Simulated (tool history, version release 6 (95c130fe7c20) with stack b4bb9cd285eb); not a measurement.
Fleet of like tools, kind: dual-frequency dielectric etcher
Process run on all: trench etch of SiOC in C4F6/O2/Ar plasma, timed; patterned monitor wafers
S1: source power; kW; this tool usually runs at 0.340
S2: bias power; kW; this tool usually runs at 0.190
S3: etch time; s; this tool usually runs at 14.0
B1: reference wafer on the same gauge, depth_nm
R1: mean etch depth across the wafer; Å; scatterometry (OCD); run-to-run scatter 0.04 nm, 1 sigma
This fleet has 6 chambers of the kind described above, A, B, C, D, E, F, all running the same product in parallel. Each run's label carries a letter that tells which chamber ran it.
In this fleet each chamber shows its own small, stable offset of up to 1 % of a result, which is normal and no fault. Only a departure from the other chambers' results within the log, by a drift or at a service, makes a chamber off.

run,hour,S1,S2,S3,B1,R1
1F,16.0,0.340,0.190,14.0,28.395,277.39
2D,26.2,0.340,0.190,14.0,28.393,275.95
3A,37.4,0.340,0.190,14.0,28.377,274.90
4B,47.0,0.340,0.190,14.0,28.386,277.21
5E,55.7,0.340,0.190,14.0,28.383,278.65
6C,71.1,0.340,0.190,14.0,28.376,277.05
7E,81.1,0.340,0.145,17.5,28.371,320.54
8F,88.1,0.340,0.145,17.5,28.366,318.74
9B,101.5,0.340,0.145,17.5,28.369,317.86
10C,115.8,0.340,0.145,17.5,28.369,318.08
11D,126.1,0.340,0.145,17.5,28.365,317.33
# hour 132.4: chamber F: wet clean of the chamber
12A,134.2,0.340,0.145,17.5,28.355,315.27
13E,142.3,0.340,0.190,14.0,28.365,279.21
14F,156.6,0.340,0.190,14.0,28.352,277.58
# hour 166.6: chamber E: wet clean of the chamber
15C,168.3,0.340,0.190,14.0,28.339,276.33
16B,175.4,0.340,0.146,14.0,28.347,253.82
# hour 186.1: chamber A: bias power generator calibrated
17D,188.2,0.340,0.146,14.0,28.336,254.16
# hour 189.8: chamber D: bias power generator calibrated
18A,200.6,0.340,0.146,14.0,28.331,252.50
# hour 208.5: chamber D: wet clean of the chamber
19D,212.2,0.340,0.146,14.0,28.330,253.94
20E,226.6,0.340,0.146,14.0,28.324,256.48
21F,235.3,0.340,0.146,14.0,28.325,254.43
22A,250.4,0.340,0.190,14.0,28.311,274.91
23B,260.1,0.340,0.190,14.0,28.317,276.00
# hour 262.0: chamber C: wet clean of the chamber
24C,267.7,0.340,0.190,14.0,28.319,276.20
25B,280.2,0.340,0.190,14.0,28.296,275.70
26A,291.7,0.340,0.190,14.0,28.311,273.60
27E,304.5,0.340,0.190,14.0,28.290,278.61
28D,319.0,0.340,0.190,14.0,28.281,275.47
29F,327.2,0.340,0.190,14.0,28.293,277.60
30C,337.7,0.340,0.190,14.0,28.282,276.76
31D,353.6,0.340,0.220,14.0,28.279,288.51
# hour 356.5: chamber A: wet clean of the chamber
32A,366.8,0.340,0.220,14.0,28.270,287.90
33C,383.0,0.340,0.220,14.0,28.274,290.18
34F,394.5,0.340,0.220,14.0,28.263,290.98
# hour 402.7: chamber B: wet clean of the chamber
35E,407.9,0.340,0.220,14.0,28.263,290.87
36B,417.1,0.340,0.220,14.0,28.250,289.71
37E,429.4,0.380,0.210,14.0,28.252,299.71
38A,437.6,0.380,0.210,14.0,28.256,295.34
39B,447.5,0.380,0.210,14.0,28.245,296.65
40F,454.5,0.380,0.210,14.0,28.246,298.50
41D,469.4,0.380,0.210,14.0,28.236,295.45
42C,478.4,0.380,0.210,14.0,28.240,297.42
43C,493.4,0.340,0.190,14.0,28.231,275.84

Is one chamber out of step, is the gauge drifting, or do the chambers differ by no more than their own small offsets? For an off chamber, give its letter and the likeliest cause.

It is the gauge, not a chamber: its drift shows up in every chamber's results at once, and no chamber is off.
What lies behind it: gauge reads low (%) = 0.597.
